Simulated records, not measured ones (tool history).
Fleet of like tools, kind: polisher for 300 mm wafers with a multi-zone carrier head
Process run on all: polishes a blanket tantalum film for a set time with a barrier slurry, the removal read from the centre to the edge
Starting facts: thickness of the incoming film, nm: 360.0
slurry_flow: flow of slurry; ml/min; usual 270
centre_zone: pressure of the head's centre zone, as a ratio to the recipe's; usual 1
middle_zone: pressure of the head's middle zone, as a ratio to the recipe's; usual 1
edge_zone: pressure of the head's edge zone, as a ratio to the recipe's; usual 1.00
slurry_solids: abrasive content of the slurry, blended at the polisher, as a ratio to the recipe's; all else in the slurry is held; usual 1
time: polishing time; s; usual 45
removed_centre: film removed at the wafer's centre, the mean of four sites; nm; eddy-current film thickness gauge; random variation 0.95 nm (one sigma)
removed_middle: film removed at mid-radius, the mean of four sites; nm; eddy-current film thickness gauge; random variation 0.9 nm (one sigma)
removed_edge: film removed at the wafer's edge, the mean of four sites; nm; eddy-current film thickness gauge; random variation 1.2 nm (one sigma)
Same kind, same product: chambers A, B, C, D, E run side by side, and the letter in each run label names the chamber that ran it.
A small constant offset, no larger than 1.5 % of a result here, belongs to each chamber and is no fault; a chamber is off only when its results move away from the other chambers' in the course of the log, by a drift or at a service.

| run | hour | slurry_flow | centre_zone | middle_zone | edge_zone | slurry_solids | time | wafers polished on this pad | hours since the slurry nozzle was cleaned | hours since the centre zone pressure was calibrated | hours since the edge zone pressure was calibrated | removed_centre | removed_middle | removed_edge |
|---|---|---|---|---|---|---|---|---|---|---|---|---|---|---|
| 1B | 10.8 | 270 | 1 | 1 | 1.00 | 1 | 45 | 247 | 449.6 | 138.3 | 242.1 | 100.050 | 101.570 | 99.346 |
|  | 14.6 | chamber E: worn pad replaced by a new one |
| 2A | 17.8 | 270 | 1 | 1 | 1.00 | 1 | 45 | 789 | 243.5 | 99.6 | 768.0 | 101.510 | 99.122 | 100.840 |
|  | 18.3 | chamber C: worn pad replaced by a new one |
| 3D | 28.8 | 270 | 1 | 1 | 1.00 | 1 | 45 | 700 | 662.7 | 943.9 | 748.1 | 100.430 | 98.951 | 100.620 |
| 4E | 41.0 | 270 | 1 | 1 | 1.00 | 1 | 45 | 220 | 271.8 | 150.4 | 1140.2 | 99.960 | 100.370 | 102.960 |
| 5C | 48.9 | 270 | 1 | 1 | 1.00 | 1 | 45 | 255 | 217.8 | 209.4 | 631.9 | 101.630 | 99.085 | 98.552 |
| 6C | 57.8 | 270 | 1 | 1 | 1.00 | 1 | 45 | 329 | 226.7 | 218.3 | 640.8 | 100.290 | 98.650 | 98.181 |
| 7E | 63.5 | 270 | 1 | 1 | 1.00 | 1 | 45 | 407 | 294.3 | 172.9 | 1162.7 | 99.659 | 100.220 | 101.380 |
| 8D | 72.7 | 270 | 1 | 1 | 1.00 | 1 | 45 | 1065 | 706.6 | 987.8 | 792.0 | 100.290 | 98.570 | 100.590 |
| 9B | 78.9 | 270 | 1 | 1 | 1.00 | 1 | 45 | 814 | 517.7 | 206.4 | 310.2 | 98.787 | 101.500 | 99.931 |
|  | 80.0 | chamber D: slurry nozzle cleaned |
| 10A | 89.9 | 185 | 1 | 1 | 1.00 | 1 | 45 | 1389 | 315.6 | 171.7 | 840.1 | 94.453 | 93.608 | 96.306 |
|  | 90.7 | chamber A: worn pad replaced by a new one |
|  | 90.9 | chamber D: worn pad replaced by a new one |
| 11B | 100.4 | 185 | 1 | 1 | 1.00 | 1 | 45 | 993 | 539.2 | 227.9 | 331.7 | 94.754 | 95.452 | 98.463 |
|  | 100.9 | chamber E: worn pad replaced by a new one |
|  | 101.9 | chamber D: centre zone pressure recalibrated |
| 12E | 110.7 | 185 | 1 | 1 | 1.00 | 1 | 45 | 81 | 341.5 | 220.1 | 1209.9 | 95.426 | 95.259 | 97.370 |
|  | 110.9 | chamber C: worn pad replaced by a new one |
| 13C | 117.0 | 185 | 1 | 1 | 1.00 | 1 | 45 | 51 | 285.9 | 277.5 | 700.0 | 95.250 | 94.495 | 97.027 |
| 14A | 122.9 | 185 | 1 | 1 | 1.00 | 1 | 45 | 268 | 348.6 | 204.7 | 873.1 | 95.634 | 93.421 | 98.642 |
| 15D | 135.7 | 270 | 1 | 1 | 1.00 | 1 | 45 | 373 | 55.8 | 33.8 | 855.0 | 101.730 | 99.080 | 99.522 |
| 16E | 148.4 | 270 | 1 | 1 | 1.00 | 1 | 45 | 395 | 379.2 | 257.8 | 1247.6 | 102.490 | 100.360 | 101.310 |
| 17B | 157.2 | 270 | 1 | 1 | 1.00 | 1 | 45 | 1466 | 596.0 | 284.7 | 388.5 | 98.098 | 99.301 | 100.790 |
| 18C | 166.9 | 270 | 1 | 1 | 1.00 | 1 | 45 | 466 | 335.8 | 327.4 | 749.9 | 98.592 | 99.044 | 100.190 |
|  | 172.1 | chamber E: worn pad replaced by a new one |
| 19D | 174.6 | 270 | 1 | 1 | 1.00 | 1 | 45 | 697 | 94.7 | 72.7 | 893.9 | 100.310 | 98.780 | 101.270 |
| 20A | 183.4 | 270 | 1 | 1 | 1.00 | 1 | 45 | 772 | 409.1 | 265.2 | 933.6 | 98.079 | 100.400 | 101.230 |
|  | 192.3 | chamber E: slurry nozzle cleaned |
| 21A | 193.2 | 270 | 1 | 1 | 1.00 | 1 | 45 | 854 | 418.9 | 275.0 | 943.4 | 101.690 | 100.290 | 100.830 |
| 22E | 204.4 | 270 | 1 | 1 | 1.00 | 1 | 45 | 268 | 12.2 | 313.8 | 1303.6 | 99.253 | 99.746 | 100.630 |
|  | 205.5 | chamber B: slurry nozzle cleaned |
| 23B | 211.4 | 270 | 1 | 1 | 1.00 | 1 | 45 | 1917 | 5.9 | 338.9 | 442.7 | 96.244 | 96.734 | 96.868 |
|  | 218.0 | chamber D: worn pad replaced by a new one |
| 24D | 221.2 | 270 | 1 | 1 | 1.00 | 1 | 45 | 27 | 141.3 | 119.3 | 940.5 | 101.430 | 99.623 | 100.420 |
|  | 226.5 | chamber C: worn pad replaced by a new one |
| 25C | 233.7 | 270 | 1 | 1 | 1.00 | 1 | 45 | 60 | 402.6 | 394.2 | 816.7 | 99.719 | 99.416 | 98.906 |
|  | 235.8 | chamber C: slurry nozzle cleaned |
| 26B | 244.9 | 270 | 1 | 1 | 1.00 | 1 | 45 | 2196 | 39.4 | 372.4 | 476.2 | 96.192 | 96.652 | 95.586 |
|  | 250.6 | chamber A: worn pad replaced by a new one |
| 27A | 255.0 | 270 | 1 | 1 | 1.00 | 1 | 45 | 37 | 480.7 | 336.8 | 1005.2 | 99.639 | 99.577 | 100.490 |
|  | 261.4 | chamber E: worn pad replaced by a new one |
| 28E | 261.9 | 270 | 1 | 1 | 1.00 | 1 | 45 | 4 | 69.7 | 371.3 | 1361.1 | 100.850 | 101.750 | 102.150 |
|  | 265.6 | chamber B: centre zone pressure recalibrated |
| 29D | 267.7 | 215 | 1 | 1 | 0.92 | 1 | 45 | 414 | 187.8 | 165.8 | 987.0 | 98.837 | 97.035 | 94.654 |
| 30C | 280.2 | 215 | 1 | 1 | 0.92 | 1 | 45 | 447 | 44.5 | 440.7 | 863.2 | 95.211 | 97.843 | 92.573 |
| 31D | 291.5 | 215 | 1 | 1 | 0.92 | 1 | 45 | 612 | 211.6 | 189.6 | 1010.8 | 96.605 | 95.402 | 96.790 |
| 32B | 299.8 | 215 | 1 | 1 | 0.92 | 1 | 45 | 2653 | 94.3 | 34.3 | 531.1 | 90.526 | 90.849 | 86.904 |

What goes on in this fleet: one chamber off, a drifting gauge, or nothing beyond the chambers' own small offsets? Name the chamber and the cause, if any.

One chamber, B, drifts off from the rest bit by bit.
Likeliest cause: removal rate lost through wear of the pad, % = 7.76.

Which of the 4 candidates below, each the usual settings with something changed and its results left as question marks, puts chamber B back in line with what the other chambers give on the usual settings?
Maximum distance from the other chambers' mean on the usual settings for a result to count as in line: removed_centre 3.300 nm; removed_middle 3.100 nm; removed_edge 4.300 nm
| 33B-1 | 309.0 | 270 | 1 | 1.01 | 0.99 | 1 | 42 |  |  |  |  | ? | ? | ? |
| 33B-2 | 309.0 | 270 | 1 | 1.00 | 1.00 | 1 | 46 |  |  |  |  | ? | ? | ? |
| 33B-3 | 309.0 | 270 | 1 | 0.99 | 1.01 | 1 | 48 |  |  |  |  | ? | ? | ? |
| 33B-4 | 309.0 | 270 | 1 | 1.00 | 1.00 | 1 | 44 |  |  |  |  | ? | ? | ? |

Average result of the remaining chambers running the usual settings: removed_centre 99.922 nm; removed_middle 99.587 nm; removed_edge 100.560 nm
| run | removed_centre | removed_middle | removed_edge |
|---|---|---|---|
| 33B-1 | 86.096 | 87.722 | 86.691 |
| 33B-2 | 94.288 | 95.201 | 95.468 |
| 33B-3 | 98.380 | 98.427 | 100.160 |
| 33B-4 | 90.189 | 91.062 | 91.318 |
The answer is 33B-3, which returns the chamber to within the allowed miss of the others.
